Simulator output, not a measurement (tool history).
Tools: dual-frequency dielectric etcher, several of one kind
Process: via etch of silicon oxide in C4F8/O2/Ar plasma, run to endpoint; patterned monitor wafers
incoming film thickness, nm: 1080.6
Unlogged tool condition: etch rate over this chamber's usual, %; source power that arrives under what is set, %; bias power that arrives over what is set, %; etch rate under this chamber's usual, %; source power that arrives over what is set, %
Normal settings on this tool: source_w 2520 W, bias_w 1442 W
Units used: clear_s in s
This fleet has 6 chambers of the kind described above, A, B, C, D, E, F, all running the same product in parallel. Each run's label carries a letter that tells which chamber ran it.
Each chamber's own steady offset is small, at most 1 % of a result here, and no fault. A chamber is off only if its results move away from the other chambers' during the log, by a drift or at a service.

| run | day | source_w | bias_w | hours since the last wet clean | hours since the last source power generator calibration | hours since the last bias power generator calibration | clear_s |
|---|---|---|---|---|---|---|---|
| 1E | 0.121 | 2520 | 1442 | 37.4 | 2346.7 | 1023 | 210.99 |
| 2C | 0.267 | 2520 | 1442 | 303.8 | 430 | 730.4 | 212.66 |
| 3A | 0.367 | 2520 | 1442 | 63.7 | 1361.5 | 587.3 | 211.36 |
| 4D | 0.492 | 2520 | 1442 | 366.5 | 1406.9 | 468.4 | 211.63 |
| 5F | 0.658 | 1970 | 1220 | 207.5 | 579.8 | 3107.9 | 245.87 |
| 6B | 0.783 | 1970 | 1220 | 146.6 | 4785.7 | 724.8 | 243.94 |
| 7C | 0.958 | 1970 | 1220 | 320.4 | 446.6 | 747 | 246.62 |
| 8E | 1.121 | 1970 | 1220 | 61.4 | 2370.7 | 1047 | 244.24 |
| 9A | 1.317 | 1970 | 1220 | 86.5 | 1384.3 | 610.1 | 244.03 |
| 10B | 1.417 | 1970 | 1220 | 161.8 | 4800.9 | 740 | 243.29 |
| 11F | 1.558 | 1960 | 1442 | 229.1 | 601.4 | 3129.5 | 236.29 |
| 12D | 1.771 | 1960 | 1442 | 397.2 | 1437.6 | 499.1 | 234.43 |
| 13C | 1.867 | 1960 | 1442 | 342.2 | 468.4 | 768.8 | 236.9 |
| 14B | 2.05 | 1960 | 1442 | 177 | 4816.1 | 755.2 | 235.62 |
| 15A | 2.229 | 1960 | 1442 | 108.4 | 1406.2 | 632 | 233.76 |
| 16F | 2.438 | 1960 | 1442 | 250.2 | 622.5 | 3150.6 | 236.11 |
| 17E | 2.646 | 2520 | 1442 | 98 | 2407.3 | 1083.6 | 209.87 |
| 18D | 2.75 | 2520 | 1630 | 420.7 | 1461.1 | 522.6 | 205.68 |
| 19C | 2.904 | 2520 | 1630 | 367.1 | 493.3 | 793.7 | 205.8 |
| 20A | 3.029 | 2520 | 1630 | 127.6 | 1425.4 | 651.2 | 204.58 |
|  | 3.067 | chamber D: wet clean of the chamber |
| 21F | 3.142 | 2520 | 1630 | 267.1 | 639.4 | 3167.5 | 206.65 |
| 22E | 3.346 | 2520 | 1630 | 114.8 | 2424.1 | 1100.4 | 204.13 |
| 23B | 3.471 | 2520 | 1630 | 211.1 | 4850.2 | 789.3 | 207.75 |
| 24D | 3.654 | 2520 | 1442 | 14.1 | 1482.8 | 544.3 | 211.04 |
| 25A | 3.775 | 2520 | 1442 | 145.5 | 1443.3 | 669.1 | 211.47 |
| 26F | 3.971 | 2520 | 1442 | 287 | 659.3 | 3187.4 | 212.91 |
| 27C | 4.142 | 2520 | 1442 | 396.8 | 523 | 823.4 | 214.07 |
| 28B | 4.338 | 2520 | 1442 | 231.9 | 4871 | 810.1 | 214.09 |
| 29D | 4.458 | 2520 | 1442 | 33.4 | 1502.1 | 563.6 | 211.63 |
| 30E | 4.592 | 2520 | 1280 | 144.7 | 2454 | 1130.3 | 217.22 |
| 31A | 4.708 | 2520 | 1280 | 167.9 | 1465.7 | 691.5 | 216.59 |
| 32F | 4.862 | 2520 | 1280 | 308.4 | 680.7 | 3208.8 | 220.7 |
| 33E | 5.021 | 2520 | 1280 | 155 | 2464.3 | 1140.6 | 217.51 |
| 34B | 5.238 | 2520 | 1280 | 253.5 | 4892.6 | 831.7 | 224.5 |
| 35C | 5.404 | 2520 | 1280 | 427.1 | 553.3 | 853.7 | 221.08 |
| 36D | 5.546 | 3010 | 1646 | 59.5 | 1528.2 | 589.7 | 190.25 |
| 37B | 5.754 | 3010 | 1646 | 265.9 | 4905 | 844.1 | 195.15 |
| 38C | 5.888 | 3010 | 1646 | 438.7 | 564.9 | 865.3 | 191.92 |
| 39A | 6.075 | 3010 | 1646 | 200.7 | 1498.5 | 724.3 | 191.07 |
| 40E | 6.283 | 3010 | 1646 | 185.3 | 2494.6 | 1170.9 | 190.09 |

Is one chamber off against the others, does the gauge drift, or is nothing wrong? If a chamber is off, say which, and what the likeliest cause is.

It is chamber B that slowly wanders off from its peers.
Likeliest cause: etch rate under this chamber's usual, % = 2.86.

Which of the 4 candidates below, each the usual settings with something changed and its results left as question marks, puts chamber B back in line with what the other chambers give on the usual settings?
Allowed miss from the other chambers' usual-settings mean, per result, to count as in line: clear_s 2.8 s
| 41B-1 | 6.438 | 2750 | 1526 |  |  |  | ? |
| 41B-2 | 6.438 | 2400 | 1396 |  |  |  | ? |
| 41B-3 | 6.438 | 2640 | 1488 |  |  |  | ? |
| 41B-4 | 6.438 | 2520 | 1155 |  |  |  | ? |

The mean the other chambers reach with the usual settings: clear_s 212.01 s
| run | clear_s |
|---|---|
| 41B-1 | 207.68 |
| 41B-2 | 224.67 |
| 41B-3 | 212.56 |
| 41B-4 | 231.06 |
The right change is 41B-3: it brings the chamber back within the allowed miss of the others.

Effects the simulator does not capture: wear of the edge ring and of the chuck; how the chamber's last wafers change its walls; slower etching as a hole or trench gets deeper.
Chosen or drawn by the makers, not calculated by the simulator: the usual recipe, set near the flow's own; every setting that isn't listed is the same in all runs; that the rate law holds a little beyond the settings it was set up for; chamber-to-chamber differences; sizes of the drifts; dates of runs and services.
